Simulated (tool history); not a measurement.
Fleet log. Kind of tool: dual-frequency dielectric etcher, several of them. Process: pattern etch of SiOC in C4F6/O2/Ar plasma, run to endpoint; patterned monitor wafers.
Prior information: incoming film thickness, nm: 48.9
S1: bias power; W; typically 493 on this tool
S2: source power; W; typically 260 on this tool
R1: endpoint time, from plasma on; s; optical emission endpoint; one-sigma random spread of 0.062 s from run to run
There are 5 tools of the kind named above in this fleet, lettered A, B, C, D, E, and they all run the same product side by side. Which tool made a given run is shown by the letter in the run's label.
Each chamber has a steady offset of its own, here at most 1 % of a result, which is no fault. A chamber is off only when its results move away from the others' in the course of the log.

Run 1D, day 0.521: usual settings. Result: R1 19.429 s.
At day 0.825: chamber E: bias power generator calibrated.
Run 2B, day 1.138: usual settings. Result: R1 19.219 s.
Run 3A, day 1.425: usual settings. Result: R1 19.515 s.
Run 4E, day 1.775: usual settings. Result: R1 19.23 s.
Run 5C, day 2.233: usual settings. Result: R1 19.338 s.
Run 6B, day 2.871: usual settings. Result: R1 19.254 s.
Run 7A, day 3.496: usual settings. Result: R1 19.518 s.
At day 3.725: chamber D: wet clean of the chamber.
Run 8E, day 3.783: usual settings. Result: R1 19.319 s.
Run 9D, day 4.229: usual settings but S1 380 W, S2 300 W. Result: R1 20.409 s.
Run 10C, day 4.708: usual settings but S1 380 W, S2 300 W. Result: R1 20.238 s.
Run 11D, day 5.083: usual settings but S1 380 W, S2 300 W. Result: R1 20.372 s.
Run 12A, day 5.479: usual settings but S1 380 W, S2 300 W. Result: R1 20.326 s.
Run 13B, day 5.792: usual settings but S1 380 W, S2 300 W. Result: R1 20.074 s.
Run 14C, day 6.121: usual settings. Result: R1 19.327 s.
Run 15E, day 6.467: usual settings. Result: R1 19.29 s.
Run 16B, day 6.917: usual settings. Result: R1 19.211 s.
Run 17C, day 7.3: usual settings. Result: R1 19.312 s.
At day 7.354: chamber B: wet clean of the chamber.
Run 18E, day 7.683: usual settings. Result: R1 19.263 s.
At day 7.929: chamber E: wet clean of the chamber.
Run 19A, day 8.012: usual settings. Result: R1 19.487 s.
Run 20D, day 8.354: usual settings but S1 383 W, S2 240 W. Result: R1 22.01 s.
Run 21D, day 8.838: usual settings but S1 383 W, S2 240 W. Result: R1 22.123 s.
Run 22C, day 9.196: usual settings but S1 383 W, S2 240 W. Result: R1 21.92 s.
Run 23A, day 9.567: usual settings but S1 383 W, S2 240 W. Result: R1 22.085 s.
Run 24E, day 10.183: usual settings but S1 383 W, S2 240 W. Result: R1 21.782 s.
At day 10.238: chamber C: wet clean of the chamber.
Run 25B, day 10.488: usual settings. Result: R1 19.285 s.
Run 26C, day 10.796: usual settings. Result: R1 19.418 s.
Run 27A, day 11.162: usual settings. Result: R1 19.543 s.
Run 28D, day 11.779: usual settings. Result: R1 19.372 s.
Run 29B, day 12.333: usual settings. Result: R1 19.158 s.
Run 30E, day 12.738: usual settings but S2 280 W. Result: R1 18.723 s.
Run 31B, day 13.204: usual settings but S2 280 W. Result: R1 18.693 s.

What goes on in this fleet: one chamber off, a drifting gauge, or nothing beyond the chambers' own small offsets? Name the chamber and the cause, if any.

The fleet is healthy, with each chamber sitting at its usual small offset and no drift in the gauge.

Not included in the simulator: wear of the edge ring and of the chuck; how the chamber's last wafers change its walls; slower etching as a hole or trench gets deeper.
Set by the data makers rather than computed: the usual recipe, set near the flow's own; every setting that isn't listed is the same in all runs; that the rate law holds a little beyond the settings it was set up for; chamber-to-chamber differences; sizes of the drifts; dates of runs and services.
